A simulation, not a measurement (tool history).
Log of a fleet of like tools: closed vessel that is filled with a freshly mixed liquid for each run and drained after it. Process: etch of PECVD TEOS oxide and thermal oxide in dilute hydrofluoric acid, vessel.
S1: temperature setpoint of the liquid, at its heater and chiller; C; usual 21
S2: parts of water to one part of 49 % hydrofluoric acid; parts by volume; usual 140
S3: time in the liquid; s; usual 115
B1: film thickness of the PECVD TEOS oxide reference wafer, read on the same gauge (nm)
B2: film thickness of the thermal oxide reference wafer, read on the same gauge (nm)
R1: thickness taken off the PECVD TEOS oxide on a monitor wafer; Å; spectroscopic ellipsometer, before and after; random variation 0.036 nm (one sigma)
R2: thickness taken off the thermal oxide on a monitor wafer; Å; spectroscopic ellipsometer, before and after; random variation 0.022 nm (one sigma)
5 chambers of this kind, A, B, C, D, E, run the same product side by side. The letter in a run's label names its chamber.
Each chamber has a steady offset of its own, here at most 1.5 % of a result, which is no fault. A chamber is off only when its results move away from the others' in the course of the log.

run     day  S1   S2   S3      B1      B2       R1      R2
 1C   0.633  21  140  115  39.980  29.987   70.670  33.264
 2B   1.254  21  140  115  39.993  30.012   70.822  33.867
 3D   1.625  21  140  115  40.001  29.987   70.477  33.817
 4A   2.062  21  140  115  40.031  29.965   71.743  33.744
 5E   2.662  21  140  115  40.025  30.018   70.600  33.433
 6A   3.125  21  140  115  40.010  29.992   71.064  33.385
 7B   3.762  21  140  115  40.016  29.986   70.583  33.909
 8E   4.346  21  140  115  39.989  29.999   70.898  33.495
 9C   4.946  21  140  150  40.008  30.026   92.012  43.269
10D   5.375  21  140  150  39.961  29.996   91.879  44.661
11C   5.783  21  140  150  39.993  30.039   90.960  43.471
12A   6.425  21  140  150  40.045  29.990   91.999  43.802
13B   7.004  21  140  150  39.978  29.953   92.458  44.357
14D   7.308  21  140  115  39.978  30.020   70.236  33.362
15E   7.642  21  140  115  40.021  29.989   70.361  33.498
16B   7.954  21  140  115  40.003  29.987   70.971  33.467
      8.375  -- chamber E: thermometer replaced
17A   8.496  21  140  115  39.990  29.997   70.703  33.674
18C   8.867  19  140  180  40.010  29.994  101.510  47.583
      8.900  -- chamber B: hydrofluoric acid flow meter replaced
19D   9.267  19  140  180  39.987  29.989  101.070  48.868
20E   9.875  19  140  180  39.964  29.985  101.480  48.834
21C  10.538  19  140  180  39.949  30.001  100.880  47.973
22B  11.021  19  140  180  40.004  29.979  102.100  49.534
23D  11.642  21  140  115  40.015  30.014   70.647  33.734
24E  12.175  21  140  115  40.018  29.975   70.267  33.744
25A  12.575  23  140  115  39.985  30.012   76.652  35.747
26A  13.117  23  140  115  40.011  29.977   76.751  35.672
27D  13.671  23  140  115  39.961  30.034   76.433  36.915
28B  14.046  23  140  115  40.012  29.982   76.808  36.917
     14.208  -- chamber C: hydrofluoric acid flow meter replaced
29C  14.704  23  140  115  40.015  30.005   76.024  35.642
30E  15.304  21  140  115  40.051  30.002   71.219  33.925
31E  15.671  21  140  115  39.996  29.998   71.204  33.427
32C  16.192  21  140  115  39.982  29.978   70.576  33.285
33B  16.650  21  140  115  39.984  30.016   71.058  33.767
34D  17.075  24  140  115  40.006  30.000   78.893  38.030
35A  17.567  24  140  115  40.035  29.976   79.850  37.418
36A  17.875  24  140  115  39.973  30.042   79.314  37.886
37B  18.258  24  140  115  39.992  29.983   78.913  38.306
38E  18.721  24  140  115  39.992  30.029   79.841  37.773
39C  19.021  21  140  115  39.990  29.992   70.355  33.506
40D  19.338  21  140  115  39.991  30.016   70.329  33.737
41E  19.946  21  140  115  40.029  30.014   70.502  33.464
42A  20.483  21  140  115  39.980  29.990   71.207  33.781

What goes on in this fleet: one chamber off, a drifting gauge, or nothing beyond the chambers' own small offsets? Name the chamber and the cause, if any.

No chamber stands off beyond its own small offset, and the gauge holds steady.
